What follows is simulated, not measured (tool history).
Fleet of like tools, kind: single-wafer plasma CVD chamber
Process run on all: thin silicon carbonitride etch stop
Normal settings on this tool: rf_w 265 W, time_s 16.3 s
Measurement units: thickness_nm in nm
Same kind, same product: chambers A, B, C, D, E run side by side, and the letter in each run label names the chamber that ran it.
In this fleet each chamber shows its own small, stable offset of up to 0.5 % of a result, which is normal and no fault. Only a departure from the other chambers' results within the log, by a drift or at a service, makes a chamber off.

run	hour	rf_w	time_s	read-back reference wafer on the same gauge, thickness_nm	thickness_nm
1C	6.8	265	16.3	8.7968	10.091
2D	15.3	265	16.3	8.8024	10.148
3A	26.7	265	16.3	8.8012	10.069
4E	35	265	16.3	8.8054	10.07
5B	40.9	265	14	8.8034	8.7131
6C	47.1	265	14	8.802	8.6893
7E	52.4	265	14	8.8002	8.687
8D	61.2	265	14	8.7972	8.7194
9B	66.7	265	14	8.7982	8.671
10A	72.8	265	16.3	8.8006	10.07
11D	78.2	265	16.3	8.8	10.14
12C	86.9	265	16.3	8.799	10.114
13B	94	265	16.3	8.8	10.096
14A	104.1	265	16.3	8.805	10.046
15E	115.3	235	14.5	8.8035	8.6822
16B	120.6	235	14.5	8.7974	8.7484
17A	130.1	235	14.5	8.7983	8.5847
18D	141.4	235	14.5	8.8037	8.7291
# hour 141.9: chamber C: RF generator calibrated
19E	149	235	14.5	8.8015	8.6605
20C	155.6	265	16.3	8.8005	10.1
21C	164.6	290	19.2	8.7978	12.242
22E	174.7	290	19.2	8.8004	12.18
23D	186	290	19.2	8.7957	12.335
24A	191.8	290	19.2	8.8007	12.112
25B	202.1	290	19.2	8.8047	12.252
26C	210.3	265	16.3	8.8011	10.081
27B	219.2	265	16.3	8.801	10.123
28D	230.4	265	16.3	8.8031	10.117
29A	237.1	265	16.3	8.7989	10.001
30E	247.7	265	16.3	8.8052	10.084
31D	259.2	265	16.3	8.7987	10.114
32B	268.8	265	16.3	8.8024	10.143
33A	276.4	265	16.3	8.7973	9.9549
34C	287	265	16.3	8.8003	10.113
35E	298.5	265	16.3	8.8029	10.057
36B	308	265	16.3	8.7976	10.147
37C	315	265	16.3	8.8084	10.104
38D	326.2	265	16.3	8.8048	10.13
39A	337.5	265	16.3	8.8019	9.9209
40E	347	265	16.3	8.7977	10.114
41A	356	265	16.3	8.7962	9.8588
42E	367.2	265	16.3	8.7985	10.098

All 5 chambers run these settings next. Forecast each chamber's results:
43A	375.4	265	18.2		?
43B	375.4	265	18.2		?
43C	375.4	265	18.2		?
43D	375.4	265	18.2		?
43E	375.4	265	18.2		?

run	thickness_nm
43A	11.037
43B	11.343
43C	11.304
43D	11.327
43E	11.265
